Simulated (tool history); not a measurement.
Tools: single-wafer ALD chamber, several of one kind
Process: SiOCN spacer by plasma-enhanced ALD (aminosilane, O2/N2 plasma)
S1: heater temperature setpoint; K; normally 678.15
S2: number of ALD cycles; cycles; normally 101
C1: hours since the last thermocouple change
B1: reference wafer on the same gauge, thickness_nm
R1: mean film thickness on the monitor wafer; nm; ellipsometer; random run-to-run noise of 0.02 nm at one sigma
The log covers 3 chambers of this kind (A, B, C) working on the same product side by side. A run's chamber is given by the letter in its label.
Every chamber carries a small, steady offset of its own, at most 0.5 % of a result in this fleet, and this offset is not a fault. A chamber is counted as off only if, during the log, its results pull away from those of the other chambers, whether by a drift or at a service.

run 1A hour=6.8 | S1=678.15 S2=101 | C1=617.1 | B1=5.4329 | R1=5.9992
run 2C hour=12.7 | S1=678.15 S2=101 | C1=1002.6 | B1=5.4289 | R1=5.9742
run 3B hour=17.7 | S1=678.15 S2=101 | C1=605.2 | B1=5.4338 | R1=5.9960
run 4A hour=21.8 | S1=678.15 S2=101 | C1=632.1 | B1=5.4281 | R1=5.9986
run 5C hour=29.3 | S1=678.15 S2=101 | C1=1019.2 | B1=5.4310 | R1=5.9759
run 6B hour=36.5 | S1=678.15 S2=101 | C1=624.0 | B1=5.4306 | R1=6.0158
run 7C hour=41.3 | S1=678.15 S2=101 | C1=1031.2 | B1=5.4317 | R1=5.9818
run 8A hour=48.5 | S1=678.15 S2=101 | C1=658.8 | B1=5.4298 | R1=6.0070
run 9B hour=54.7 | S1=678.15 S2=101 | C1=642.2 | B1=5.4289 | R1=6.0515
run 10C hour=62.3 | S1=678.15 S2=101 | C1=1052.2 | B1=5.4265 | R1=5.9595
run 11B hour=66.3 | S1=678.15 S2=101 | C1=653.8 | B1=5.4351 | R1=6.0522
run 12A hour=72.7 | S1=678.15 S2=101 | C1=683.0 | B1=5.4277 | R1=6.0340
run 13B hour=79.4 | S1=678.15 S2=101 | C1=666.9 | B1=5.4283 | R1=6.0516
run 14C hour=85.3 | S1=678.15 S2=101 | C1=1075.2 | B1=5.4299 | R1=5.9541
run 15A hour=92.1 | S1=678.15 S2=101 | C1=702.4 | B1=5.4241 | R1=6.0005
run 16C hour=98.9 | S1=678.15 S2=101 | C1=1088.8 | B1=5.4302 | R1=5.9462
run 17B hour=106.4 | S1=678.15 S2=93 | C1=693.9 | B1=5.4323 | R1=5.5570
run 18A hour=110.7 | S1=678.15 S2=93 | C1=721.0 | B1=5.4324 | R1=5.5645
run 19C hour=116.2 | S1=678.15 S2=93 | C1=1106.1 | B1=5.4330 | R1=5.5196
run 20B hour=122.2 | S1=678.15 S2=101 | C1=709.7 | B1=5.4291 | R1=6.0289
run 21A hour=127.8 | S1=678.15 S2=101 | C1=738.1 | B1=5.4317 | R1=6.0161
run 22C hour=133.1 | S1=678.15 S2=101 | C1=1123.0 | B1=5.4344 | R1=6.0002
run 23A hour=137.9 | S1=678.15 S2=101 | C1=748.2 | B1=5.4318 | R1=6.0295
run 24B hour=141.7 | S1=678.15 S2=101 | C1=729.2 | B1=5.4298 | R1=6.0187
run 25B hour=147.2 | S1=678.15 S2=101 | C1=734.7 | B1=5.4285 | R1=6.0102
run 26C hour=154.7 | S1=678.15 S2=101 | C1=1144.6 | B1=5.4303 | R1=5.9857
run 27A hour=159.2 | S1=678.15 S2=101 | C1=769.5 | B1=5.4289 | R1=5.9826
run 28B hour=164.2 | S1=678.15 S2=101 | C1=751.7 | B1=5.4268 | R1=6.0120
run 29A hour=170.8 | S1=667.15 S2=113 | C1=781.1 | B1=5.4332 | R1=6.8402
run 30C hour=174.7 | S1=667.15 S2=113 | C1=1164.6 | B1=5.4331 | R1=6.8111
run 31B hour=181.8 | S1=667.15 S2=113 | C1=769.3 | B1=5.4291 | R1=6.8252
run 32A hour=189.0 | S1=678.15 S2=101 | C1=799.3 | B1=5.4336 | R1=6.0029
run 33C hour=193.3 | S1=678.15 S2=101 | C1=1183.2 | B1=5.4250 | R1=5.9791
run 34C hour=199.6 | S1=678.15 S2=101 | C1=1189.5 | B1=5.4313 | R1=5.9898
run 35A hour=205.0 | S1=678.15 S2=101 | C1=815.3 | B1=5.4290 | R1=5.9814
run 36B hour=212.1 | S1=678.15 S2=101 | C1=799.6 | B1=5.4334 | R1=6.0731
run 37C hour=216.7 | S1=678.15 S2=101 | C1=1206.6 | B1=5.4250 | R1=6.0215
run 38B hour=221.7 | S1=678.15 S2=101 | C1=809.2 | B1=5.4272 | R1=5.9965
run 39A hour=229.4 | S1=678.15 S2=101 | C1=839.7 | B1=5.4327 | R1=6.0203
run 40C hour=232.8 | S1=678.15 S2=101 | C1=1222.7 | B1=5.4343 | R1=5.9702
run 41B hour=237.2 | S1=678.15 S2=101 | C1=824.7 | B1=5.4253 | R1=6.0378
run 42A hour=242.7 | S1=678.15 S2=101 | C1=853.0 | B1=5.4301 | R1=5.9932
run 43C hour=249.3 | S1=678.15 S2=101 | C1=1239.2 | B1=5.4314 | R1=6.0082

One chamber off, gauge drift, or nothing amiss beyond the chambers' own small offsets? If it is a chamber, which one, and what is the likeliest cause?

The fleet is healthy, with each chamber sitting at its usual small offset and no drift in the gauge.

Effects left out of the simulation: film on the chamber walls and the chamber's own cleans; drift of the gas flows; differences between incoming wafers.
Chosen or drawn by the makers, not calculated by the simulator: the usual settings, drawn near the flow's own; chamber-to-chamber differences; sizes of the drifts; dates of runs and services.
